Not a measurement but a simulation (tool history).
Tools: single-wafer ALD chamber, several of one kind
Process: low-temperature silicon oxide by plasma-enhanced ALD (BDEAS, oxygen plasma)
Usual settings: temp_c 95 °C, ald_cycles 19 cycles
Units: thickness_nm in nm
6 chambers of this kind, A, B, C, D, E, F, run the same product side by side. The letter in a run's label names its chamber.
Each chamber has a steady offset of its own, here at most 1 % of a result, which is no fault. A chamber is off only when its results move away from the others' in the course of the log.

run,hour,temp_c,ald_cycles,"read-back reference wafer on the same gauge, thickness_nm",thickness_nm
1F,9.2,95,19,3.0594,2.7579
2E,22.9,95,19,3.0591,2.7842
3D,35.5,95,19,3.059,2.7495
4A,46.2,95,19,3.0581,2.7654
5B,55.5,95,19,3.0589,2.7679
6C,69.6,95,19,3.0583,2.785
7E,82.6,95,19,3.0573,2.7855
8A,95.7,95,19,3.0571,2.7642
9C,103.1,95,19,3.057,2.7886
10F,111.8,95,19,3.0571,2.7491
# hour 123.4: chamber C: thermocouple changed; heater temperature recalibrated
11D,124.1,95,19,3.0561,2.7449
12B,132.1,95,19,3.0558,2.7635
13F,142,95,19,3.0557,2.7527
14B,148.7,95,19,3.0561,2.7581
15D,161.5,95,19,3.0558,2.7469
16C,174.3,95,19,3.0551,2.7794
17A,187.5,95,19,3.0551,2.763
18E,200.5,95,19,3.0546,2.7799
19D,210.8,95,19,3.0537,2.7429
20E,219.7,109,17,3.0531,2.403
21C,232.4,109,17,3.0528,2.4007
22B,239.4,109,17,3.0522,2.3859
23F,252.6,109,17,3.0524,2.3806
24A,265.6,109,17,3.0511,2.3875
25A,276.9,109,17,3.052,2.3876
26B,284.6,95,19,3.0528,2.761
# hour 290.9: chamber A: thermocouple changed; heater temperature recalibrated
27F,299.3,95,19,3.051,2.7472
28E,306,95,19,3.0502,2.777
29D,314.4,95,19,3.0504,2.7375
30C,322,95,19,3.0502,2.7745
31A,330.9,95,19,3.0493,2.7603
32B,345.1,95,19,3.0494,2.7579
33E,359.4,95,19,3.0498,2.7742
34D,369.5,95,19,3.0496,2.7445
35C,381.9,95,19,3.0484,2.7741
36F,393.7,95,19,3.0485,2.742
37F,405.5,95,19,3.0474,2.7455
38D,418.5,95,19,3.0473,2.7403
39E,427.1,95,19,3.0473,2.7709
40A,434.8,95,19,3.0467,2.7612

Is one chamber off against the others, does the gauge drift, or is nothing wrong? If a chamber is off, say which, and what the likeliest cause is.

The gauge drifts, so all chambers seem to drift together. No chamber is off.
Cause: gauge reads low (%) = 0.435.
